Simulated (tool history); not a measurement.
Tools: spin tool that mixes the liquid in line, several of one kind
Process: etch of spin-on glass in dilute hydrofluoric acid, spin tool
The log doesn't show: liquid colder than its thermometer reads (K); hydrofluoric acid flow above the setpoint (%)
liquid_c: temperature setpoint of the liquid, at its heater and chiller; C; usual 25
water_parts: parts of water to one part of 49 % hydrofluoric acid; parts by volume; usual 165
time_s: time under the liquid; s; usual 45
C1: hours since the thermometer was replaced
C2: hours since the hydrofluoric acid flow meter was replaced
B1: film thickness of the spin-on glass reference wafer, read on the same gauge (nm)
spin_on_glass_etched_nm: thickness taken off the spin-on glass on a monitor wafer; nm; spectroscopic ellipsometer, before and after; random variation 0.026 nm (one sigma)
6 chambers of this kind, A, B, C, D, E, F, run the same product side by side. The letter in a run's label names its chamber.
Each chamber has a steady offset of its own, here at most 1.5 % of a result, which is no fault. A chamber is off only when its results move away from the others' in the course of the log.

Run 1D, hour 7.8: usual settings; C1 668.2; C2 914.9; B1 49.988. Result: spin_on_glass_etched_nm 5.4268 nm.
Run 2F, hour 12.9: usual settings; C1 13.5; C2 807.9; B1 50.024. Result: spin_on_glass_etched_nm 5.4288 nm.
Run 3C, hour 20.5: usual settings; C1 1870.4; C2 1059.8; B1 50.009. Result: spin_on_glass_etched_nm 5.4461 nm.
Run 4B, hour 28.9: usual settings; C1 1132.7; C2 800.2; B1 50.014. Result: spin_on_glass_etched_nm 5.3839 nm.
Run 5A, hour 33.3: usual settings; C1 95.3; C2 216.7; B1 49.986. Result: spin_on_glass_etched_nm 5.4614 nm.
Run 6E, hour 39.6: usual settings; C1 1552.5; C2 220.5; B1 49.985. Result: spin_on_glass_etched_nm 5.4048 nm.
Run 7B, hour 47.5: usual settings; C1 1151.3; C2 818.8; B1 50.016. Result: spin_on_glass_etched_nm 5.3879 nm.
Run 8D, hour 53.0: usual settings; C1 713.4; C2 960.1; B1 49.987. Result: spin_on_glass_etched_nm 5.4103 nm.
Run 9C, hour 58.1: usual settings; C1 1908.0; C2 1097.4; B1 50.001. Result: spin_on_glass_etched_nm 5.4711 nm.
Run 10E, hour 65.1: usual settings; C1 1578.0; C2 246.0; B1 50.011. Result: spin_on_glass_etched_nm 5.3637 nm.
Run 11A, hour 69.5: usual settings; C1 131.5; C2 252.9; B1 49.979. Result: spin_on_glass_etched_nm 5.5183 nm.
Run 12F, hour 77.8: usual settings; C1 78.4; C2 872.8; B1 49.990. Result: spin_on_glass_etched_nm 5.5049 nm.
Run 13D, hour 86.8: usual settings; C1 747.2; C2 993.9; B1 50.010. Result: spin_on_glass_etched_nm 5.4689 nm.
Run 14B, hour 95.4: usual settings; C1 1199.2; C2 866.7; B1 50.002. Result: spin_on_glass_etched_nm 5.4136 nm.
Run 15A, hour 103.6: usual settings; C1 165.6; C2 287.0; B1 50.009. Result: spin_on_glass_etched_nm 5.4900 nm.
Run 16E, hour 111.7: usual settings; C1 1624.6; C2 292.6; B1 49.990. Result: spin_on_glass_etched_nm 5.4023 nm.
Run 17F, hour 119.8: usual settings; C1 120.4; C2 914.8; B1 49.996. Result: spin_on_glass_etched_nm 5.3908 nm.
Run 18C, hour 129.0: usual settings; C1 1978.9; C2 1168.3; B1 49.992. Result: spin_on_glass_etched_nm 5.4684 nm.
Run 19D, hour 136.1: usual settings; C1 796.5; C2 1043.2; B1 50.026. Result: spin_on_glass_etched_nm 5.4382 nm.
Run 20E, hour 140.3: usual settings; C1 1653.2; C2 321.2; B1 50.018. Result: spin_on_glass_etched_nm 5.4033 nm.
Run 21C, hour 147.9: usual settings; C1 1997.8; C2 1187.2; B1 50.017. Result: spin_on_glass_etched_nm 5.4450 nm.
Run 22A, hour 156.7: usual settings; C1 218.7; C2 340.1; B1 50.018. Result: spin_on_glass_etched_nm 5.4724 nm.
Run 23B, hour 161.9: usual settings; C1 1265.7; C2 933.2; B1 49.991. Result: spin_on_glass_etched_nm 5.4334 nm.
Run 24F, hour 168.0: usual settings; C1 168.6; C2 963.0; B1 50.013. Result: spin_on_glass_etched_nm 5.4102 nm.
Run 25C, hour 172.3: usual settings; C1 2022.2; C2 1211.6; B1 49.996. Result: spin_on_glass_etched_nm 5.4468 nm.
Run 26D, hour 176.7: usual settings; C1 837.1; C2 1083.8; B1 50.019. Result: spin_on_glass_etched_nm 5.4261 nm.
Run 27A, hour 181.1: usual settings; C1 243.1; C2 364.5; B1 50.002. Result: spin_on_glass_etched_nm 5.4984 nm.
Run 28E, hour 189.0: usual settings; C1 1701.9; C2 369.9; B1 50.007. Result: spin_on_glass_etched_nm 5.4036 nm.
Run 29B, hour 194.8: usual settings; C1 1298.6; C2 966.1; B1 50.003. Result: spin_on_glass_etched_nm 5.4227 nm.
At hour 199.9: chamber B: thermometer replaced.
Run 30F, hour 200.7: usual settings but water_parts 205 parts by volume; C1 201.3; C2 995.7; B1 49.999. Result: spin_on_glass_etched_nm 4.1520 nm.
Run 31B, hour 206.5: usual settings but water_parts 205 parts by volume; C1 6.6; C2 977.8; B1 50.023. Result: spin_on_glass_etched_nm 4.1972 nm.
Run 32E, hour 213.2: usual settings but water_parts 205 parts by volume; C1 1726.1; C2 394.1; B1 49.968. Result: spin_on_glass_etched_nm 4.1699 nm.
Run 33A, hour 220.1: usual settings but water_parts 205 parts by volume; C1 282.1; C2 403.5; B1 49.973. Result: spin_on_glass_etched_nm 4.2505 nm.
Run 34F, hour 228.7: usual settings but water_parts 205 parts by volume; C1 229.3; C2 1023.7; B1 49.979. Result: spin_on_glass_etched_nm 4.1251 nm.
Run 35D, hour 236.3: usual settings but water_parts 205 parts by volume; C1 896.7; C2 1143.4; B1 50.003. Result: spin_on_glass_etched_nm 4.1740 nm.
Run 36C, hour 241.0: usual settings; C1 2090.9; C2 1280.3; B1 50.001. Result: spin_on_glass_etched_nm 5.4527 nm.
Run 37F, hour 250.4: usual settings; C1 251.0; C2 1045.4; B1 50.003. Result: spin_on_glass_etched_nm 5.4506 nm.
Run 38E, hour 259.2: usual settings; C1 1772.1; C2 440.1; B1 50.011. Result: spin_on_glass_etched_nm 5.3621 nm.
Run 39C, hour 267.9: usual settings but liquid_c 21 C, water_parts 100 parts by volume; C1 2117.8; C2 1307.2; B1 49.997. Result: spin_on_glass_etched_nm 8.3050 nm.
Run 40D, hour 277.3: usual settings but liquid_c 21 C, water_parts 100 parts by volume; C1 937.7; C2 1184.4; B1 50.002. Result: spin_on_glass_etched_nm 8.2298 nm.
Run 41A, hour 286.4: usual settings but liquid_c 21 C, water_parts 100 parts by volume; C1 348.4; C2 469.8; B1 49.995. Result: spin_on_glass_etched_nm 8.2873 nm.
Run 42B, hour 291.6: usual settings but liquid_c 21 C, water_parts 100 parts by volume; C1 91.7; C2 1062.9; B1 49.987. Result: spin_on_glass_etched_nm 8.3740 nm.
Run 43E, hour 300.2: usual settings but liquid_c 21 C, water_parts 100 parts by volume; C1 1813.1; C2 481.1; B1 49.997. Result: spin_on_glass_etched_nm 8.1544 nm.

Next, every chamber runs the same settings. What will each give?
Run 44A, hour 307.0: usual settings. Result: spin_on_glass_etched_nm ?.
Run 44B, hour 307.0: usual settings. Result: spin_on_glass_etched_nm ?.
Run 44C, hour 307.0: usual settings. Result: spin_on_glass_etched_nm ?.
Run 44D, hour 307.0: usual settings. Result: spin_on_glass_etched_nm ?.
Run 44E, hour 307.0: usual settings. Result: spin_on_glass_etched_nm ?.
Run 44F, hour 307.0: usual settings. Result: spin_on_glass_etched_nm ?.

run  spin_on_glass_etched_nm
44A                   5.4736
44B                   5.3884
44C                   5.4265
44D                   5.3887
44E                   5.4161
44F                   5.4374
